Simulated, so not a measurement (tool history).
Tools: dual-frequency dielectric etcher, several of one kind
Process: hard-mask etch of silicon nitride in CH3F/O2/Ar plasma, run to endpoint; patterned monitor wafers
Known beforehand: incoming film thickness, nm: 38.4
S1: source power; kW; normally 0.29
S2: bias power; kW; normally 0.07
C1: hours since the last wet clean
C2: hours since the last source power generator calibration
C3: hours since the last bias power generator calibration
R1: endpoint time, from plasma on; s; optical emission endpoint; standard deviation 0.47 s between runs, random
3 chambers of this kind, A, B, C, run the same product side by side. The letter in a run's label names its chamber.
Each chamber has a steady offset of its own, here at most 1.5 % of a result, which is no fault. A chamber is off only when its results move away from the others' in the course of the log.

Run 1C, hour 4.6: usual settings; C1 273; C2 2054.4; C3 3090.9. Result: R1 63.205 s.
Run 2A, hour 7.1: usual settings; C1 23.5; C2 248.3; C3 530.7. Result: R1 62.773 s.
Run 3B, hour 10: usual settings; C1 319.2; C2 130.7; C3 2318.9. Result: R1 63.052 s.
Run 4B, hour 14.1: usual settings; C1 323.3; C2 134.8; C3 2323. Result: R1 62.709 s.
Run 5C, hour 18.2: usual settings; C1 286.6; C2 2068; C3 3104.5. Result: R1 62.922 s.
Run 6A, hour 23.4: usual settings; C1 39.8; C2 264.6; C3 547. Result: R1 62.121 s.
Run 7A, hour 28.1: usual settings; C1 44.5; C2 269.3; C3 551.7. Result: R1 62.563 s.
Run 8C, hour 32.7: usual settings; C1 301.1; C2 2082.5; C3 3119. Result: R1 63.13 s.
Run 9B, hour 35.9: usual settings; C1 345.1; C2 156.6; C3 2344.8. Result: R1 63.67 s.
Run 10B, hour 39.2: usual settings; C1 348.4; C2 159.9; C3 2348.1. Result: R1 63.064 s.
Run 11A, hour 42.4: usual settings; C1 58.8; C2 283.6; C3 566. Result: R1 62.201 s.
Run 12C, hour 46: usual settings; C1 314.4; C2 2095.8; C3 3132.3. Result: R1 63.894 s.
Run 13C, hour 50.9: usual settings; C1 319.3; C2 2100.7; C3 3137.2. Result: R1 63.771 s.
Run 14B, hour 53.5: usual settings; C1 362.7; C2 174.2; C3 2362.4. Result: R1 63.633 s.
Run 15A, hour 55.8: usual settings; C1 72.2; C2 297; C3 579.4. Result: R1 62.66 s.
Run 16B, hour 58.3: usual settings; C1 367.5; C2 179; C3 2367.2. Result: R1 63.454 s.
Run 17A, hour 60.6: usual settings; C1 77; C2 301.8; C3 584.2. Result: R1 62.513 s.
Run 18C, hour 63.2: usual settings; C1 331.6; C2 2113; C3 3149.5. Result: R1 62.714 s.
Run 19B, hour 66.1: usual settings; C1 375.3; C2 186.8; C3 2375. Result: R1 63.451 s.
Run 20C, hour 69: usual settings but S1 0.31 kW, S2 0.076 kW; C1 337.4; C2 2118.8; C3 3155.3. Result: R1 60.238 s.
Run 21A, hour 73.9: usual settings but S1 0.31 kW, S2 0.076 kW; C1 90.3; C2 315.1; C3 597.5. Result: R1 58.874 s.
Run 22B, hour 77.5: usual settings but S1 0.31 kW, S2 0.076 kW; C1 386.7; C2 198.2; C3 2386.4. Result: R1 59.697 s.
Run 23C, hour 80.1: usual settings but S1 0.34 kW, S2 0.083 kW; C1 348.5; C2 2129.9; C3 3166.4. Result: R1 55.811 s.

Does one chamber stand apart from the rest, does the shared gauge drift, or is all well apart from small per-chamber offsets? Give the chamber and the most likely cause, where there is one.

The fleet is healthy, with each chamber sitting at its usual small offset and no drift in the gauge.
